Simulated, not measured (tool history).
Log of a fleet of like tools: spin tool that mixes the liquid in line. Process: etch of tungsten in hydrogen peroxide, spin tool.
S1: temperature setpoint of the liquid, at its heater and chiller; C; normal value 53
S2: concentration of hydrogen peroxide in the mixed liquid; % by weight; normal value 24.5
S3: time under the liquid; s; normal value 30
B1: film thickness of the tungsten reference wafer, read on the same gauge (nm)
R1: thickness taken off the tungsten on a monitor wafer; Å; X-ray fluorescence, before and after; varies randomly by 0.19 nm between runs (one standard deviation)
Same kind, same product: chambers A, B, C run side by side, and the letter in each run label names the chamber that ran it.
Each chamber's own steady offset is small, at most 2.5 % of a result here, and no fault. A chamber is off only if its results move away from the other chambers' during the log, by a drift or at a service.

{"run": "1A", "hour": 9.1, "S1": 53, "S2": 24.5, "S3": 30, "B1": 150.02, "R1": 398.63}
{"run": "2C", "hour": 23.6, "S1": 53, "S2": 24.5, "S3": 30, "B1": 150, "R1": 395}
{"run": "3B", "hour": 38.5, "S1": 53, "S2": 24.5, "S3": 30, "B1": 150.03, "R1": 406.02}
{"run": "4A", "hour": 50.5, "S1": 53, "S2": 24.5, "S3": 30, "B1": 149.94, "R1": 401.25}
{"run": "5C", "hour": 59.5, "S1": 53, "S2": 24.5, "S3": 30, "B1": 150.02, "R1": 393.15}
{"run": "6B", "hour": 69.9, "S1": 53, "S2": 24.5, "S3": 30, "B1": 150.01, "R1": 401.95}
{"run": "7B", "hour": 78.1, "S1": 53, "S2": 24.5, "S3": 30, "B1": 149.97, "R1": 404.05}
{"run": "8A", "hour": 88.0, "S1": 53, "S2": 24.5, "S3": 30, "B1": 149.99, "R1": 402.27}
{"run": "9C", "hour": 101.4, "S1": 53, "S2": 24.5, "S3": 30, "B1": 149.97, "R1": 391.59}
{"run": "10A", "hour": 112.7, "S1": 53, "S2": 24.5, "S3": 30, "B1": 150.01, "R1": 402.71}
{"run": "11B", "hour": 119.7, "S1": 53, "S2": 24.5, "S3": 30, "B1": 150.02, "R1": 402.68}
{"run": "12C", "hour": 133.5, "S1": 53, "S2": 24.5, "S3": 30, "B1": 149.97, "R1": 395.87}
{"run": "13B", "hour": 142.3, "S1": 53, "S2": 24.5, "S3": 30, "B1": 149.94, "R1": 403.5}
{"run": "14A", "hour": 157.2, "S1": 53, "S2": 24.5, "S3": 30, "B1": 149.99, "R1": 405.54}
{"run": "15C", "hour": 164.5, "S1": 53, "S2": 24.5, "S3": 35, "B1": 150.02, "R1": 457.46}
{"run": "16C", "hour": 173.7, "S1": 53, "S2": 24.5, "S3": 35, "B1": 150.01, "R1": 462.04}
{"run": "17A", "hour": 183.0, "S1": 53, "S2": 24.5, "S3": 35, "B1": 150.02, "R1": 475.4}
{"run": "18B", "hour": 190.4, "S1": 53, "S2": 24.5, "S3": 30, "B1": 150.03, "R1": 401.13}
{"run": "19C", "hour": 203.4, "S1": 53, "S2": 24.5, "S3": 30, "B1": 150, "R1": 394.55}
{"run": "20A", "hour": 217.5, "S1": 53, "S2": 24.5, "S3": 30, "B1": 150.01, "R1": 415.07}
{"run": "21B", "hour": 224.5, "S1": 53, "S2": 24.5, "S3": 30, "B1": 150.03, "R1": 398.84}
{"run": "22C", "hour": 234.6, "S1": 53, "S2": 24.5, "S3": 30, "B1": 150.03, "R1": 394.48}
{"run": "23A", "hour": 243.0, "S1": 53, "S2": 24.5, "S3": 30, "B1": 150, "R1": 417.77}
{"run": "24B", "hour": 256.6, "S1": 53, "S2": 24.5, "S3": 30, "B1": 149.98, "R1": 400.79}
{"run": "25B", "hour": 269.8, "S1": 53, "S2": 24.5, "S3": 30, "B1": 149.98, "R1": 403.83}

Next, every chamber runs the same settings. What will each give?
{"run": "26A", "hour": 280.7, "S1": 53, "S2": 24.5, "S3": 15, "R1": "?"}
{"run": "26B", "hour": 280.7, "S1": 53, "S2": 24.5, "S3": 15, "R1": "?"}
{"run": "26C", "hour": 280.7, "S1": 53, "S2": 24.5, "S3": 15, "R1": "?"}

run=26A R1=211.87
run=26B R1=199.78
run=26C R1=197.75
